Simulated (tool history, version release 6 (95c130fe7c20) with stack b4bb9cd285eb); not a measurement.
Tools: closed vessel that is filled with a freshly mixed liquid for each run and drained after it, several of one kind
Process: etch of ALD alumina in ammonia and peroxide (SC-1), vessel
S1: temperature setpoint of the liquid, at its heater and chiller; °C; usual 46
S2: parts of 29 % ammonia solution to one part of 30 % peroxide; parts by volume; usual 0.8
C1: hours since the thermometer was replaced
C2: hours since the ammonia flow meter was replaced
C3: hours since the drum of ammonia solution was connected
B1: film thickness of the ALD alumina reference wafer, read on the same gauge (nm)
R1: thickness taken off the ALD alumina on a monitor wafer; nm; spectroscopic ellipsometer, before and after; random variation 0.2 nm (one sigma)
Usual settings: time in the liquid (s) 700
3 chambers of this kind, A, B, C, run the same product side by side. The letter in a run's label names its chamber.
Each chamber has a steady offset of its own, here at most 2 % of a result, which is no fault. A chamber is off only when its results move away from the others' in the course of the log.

run 1A day=0.321 | S1=46 S2=0.8 time_in_the_liquid_(s)=700 | C1=1783 C2=948.6 C3=234.9 | B1=80.027 | R1=33.315
run 2B day=0.538 | S1=46 S2=0.8 time_in_the_liquid_(s)=700 | C1=427.2 C2=879.5 C3=350.8 | B1=79.971 | R1=33.249
run 3C day=0.8 | S1=46 S2=0.8 time_in_the_liquid_(s)=700 | C1=2260.6 C2=33.4 C3=264 | B1=79.985 | R1=34.331
run 4C day=1.058 | S1=46 S2=0.8 time_in_the_liquid_(s)=700 | C1=2266.8 C2=39.6 C3=270.2 | B1=79.976 | R1=34.22
run 5B day=1.412 | S1=46 S2=0.8 time_in_the_liquid_(s)=700 | C1=448.2 C2=900.5 C3=371.8 | B1=80.048 | R1=33.235
run 6A day=1.696 | S1=46 S2=0.8 time_in_the_liquid_(s)=700 | C1=1816 C2=981.6 C3=267.9 | B1=80.018 | R1=33.259
run 7C day=1.896 | S1=38 S2=1.05 time_in_the_liquid_(s)=700 | C1=2286.9 C2=59.7 C3=290.3 | B1=79.986 | R1=21.913
run 8B day=2.117 | S1=38 S2=1.05 time_in_the_liquid_(s)=700 | C1=465.1 C2=917.4 C3=388.7 | B1=80.021 | R1=21.606
run 9A day=2.479 | S1=38 S2=1.05 time_in_the_liquid_(s)=700 | C1=1834.8 C2=1000.4 C3=286.7 | B1=80.017 | R1=21.581
run 10A day=2.738 | S1=46 S2=0.8 time_in_the_liquid_(s)=700 | C1=1841 C2=1006.6 C3=292.9 | B1=80.005 | R1=33.589
run 11B day=3.112 | S1=46 S2=0.8 time_in_the_liquid_(s)=700 | C1=489 C2=941.3 C3=412.6 | B1=80.006 | R1=33.236
run 12C day=3.467 | S1=46 S2=0.8 time_in_the_liquid_(s)=700 | C1=2324.6 C2=97.4 C3=328 | B1=79.998 | R1=34.186
run 13C day=3.862 | S1=46 S2=0.8 time_in_the_liquid_(s)=700 | C1=2334.1 C2=106.9 C3=337.5 | B1=80.026 | R1=33.847
run 14A day=4.246 | S1=46 S2=0.8 time_in_the_liquid_(s)=700 | C1=1877.2 C2=1042.8 C3=329.1 | B1=80.002 | R1=33.366
run 15B day=4.538 | S1=46 S2=0.8 time_in_the_liquid_(s)=700 | C1=523.2 C2=975.5 C3=446.8 | B1=80.019 | R1=33.002
run 16A day=4.817 | S1=46 S2=0.8 time_in_the_liquid_(s)=700 | C1=1890.9 C2=1056.5 C3=342.8 | B1=79.992 | R1=33.388
run 17C day=5.038 | S1=46 S2=0.8 time_in_the_liquid_(s)=700 | C1=2362.3 C2=135.1 C3=365.7 | B1=79.998 | R1=34.161
run 18B day=5.35 | S1=46 S2=0.8 time_in_the_liquid_(s)=700 | C1=542.7 C2=995 C3=466.3 | B1=80.04 | R1=32.854
run 19A day=5.688 | S1=46 S2=0.8 time_in_the_liquid_(s)=700 | C1=1911.8 C2=1077.4 C3=363.7 | B1=79.984 | R1=33.573
-- day=5.971 chamber C: thermometer replaced
run 20C day=6.096 | S1=46 S2=0.6 time_in_the_liquid_(s)=700 | C1=3 C2=160.5 C3=391.1 | B1=80.005 | R1=33.742
run 21B day=6.288 | S1=46 S2=0.6 time_in_the_liquid_(s)=700 | C1=565.2 C2=1017.5 C3=488.8 | B1=80.013 | R1=31.934
run 22B day=6.604 | S1=46 S2=0.6 time_in_the_liquid_(s)=700 | C1=572.8 C2=1025.1 C3=496.4 | B1=79.985 | R1=31.626
run 23A day=7.012 | S1=53.5 S2=0.8 time_in_the_liquid_(s)=1045 | C1=1943.6 C2=1109.2 C3=395.5 | B1=80.027 | R1=75.092
run 24C day=7.338 | S1=53.5 S2=0.8 time_in_the_liquid_(s)=1045 | C1=32.8 C2=190.3 C3=420.9 | B1=80.007 | R1=77.484
run 25C day=7.679 | S1=53.5 S2=0.8 time_in_the_liquid_(s)=1045 | C1=41 C2=198.5 C3=429.1 | B1=79.994 | R1=77.285
run 26A day=8.067 | S1=46 S2=0.8 time_in_the_liquid_(s)=700 | C1=1968.9 C2=1134.5 C3=420.8 | B1=80.019 | R1=33.423
run 27B day=8.338 | S1=46 S2=0.8 time_in_the_liquid_(s)=700 | C1=614.4 C2=1066.7 C3=538 | B1=80.026 | R1=32.38
-- day=8.35 chamber B: new drum of ammonia solution connected
run 28A day=8.671 | S1=46 S2=0.8 time_in_the_liquid_(s)=700 | C1=1983.4 C2=1149 C3=435.3 | B1=80.017 | R1=33.357
run 29C day=8.883 | S1=46 S2=0.8 time_in_the_liquid_(s)=700 | C1=69.9 C2=227.4 C3=458 | B1=80.022 | R1=34.176
run 30B day=9.2 | S1=46 S2=0.8 time_in_the_liquid_(s)=700 | C1=635.1 C2=1087.4 C3=20.4 | B1=80.001 | R1=31.906
run 31B day=9.554 | S1=46 S2=0.8 time_in_the_liquid_(s)=700 | C1=643.6 C2=1095.9 C3=28.9 | B1=80.035 | R1=31.925

What goes on in this fleet: one chamber off, a drifting gauge, or nothing beyond the chambers' own small offsets? Name the chamber and the cause, if any.

Chamber B drifts away from the others.
Cause: liquid colder than its thermometer reads (K) = 0.924.

Here are 4 candidates for chamber B's next run, each the usual settings with a change, their results left as question marks. Which one brings its results back in line with what the others give on the usual settings?
In line means no further than this from the other chambers' mean on the usual settings: R1 0.69 nm
run 32B-1 day=9.846 | S1=47 S2=0.8 time_in_the_liquid_(s)=750 | R1=?
run 32B-2 day=9.846 | S1=45.5 S2=0.8 time_in_the_liquid_(s)=675 | R1=?
run 32B-3 day=9.846 | S1=45 S2=0.8 time_in_the_liquid_(s)=650 | R1=?
run 32B-4 day=9.846 | S1=47 S2=0.8 time_in_the_liquid_(s)=700 | R1=?

The other chambers' mean on the usual settings: R1 33.833 nm
run=32B-1 R1=35.973
run=32B-2 R1=29.747
run=32B-3 R1=27.837
run=32B-4 R1=33.575
32B-4 brings the chamber back in line.

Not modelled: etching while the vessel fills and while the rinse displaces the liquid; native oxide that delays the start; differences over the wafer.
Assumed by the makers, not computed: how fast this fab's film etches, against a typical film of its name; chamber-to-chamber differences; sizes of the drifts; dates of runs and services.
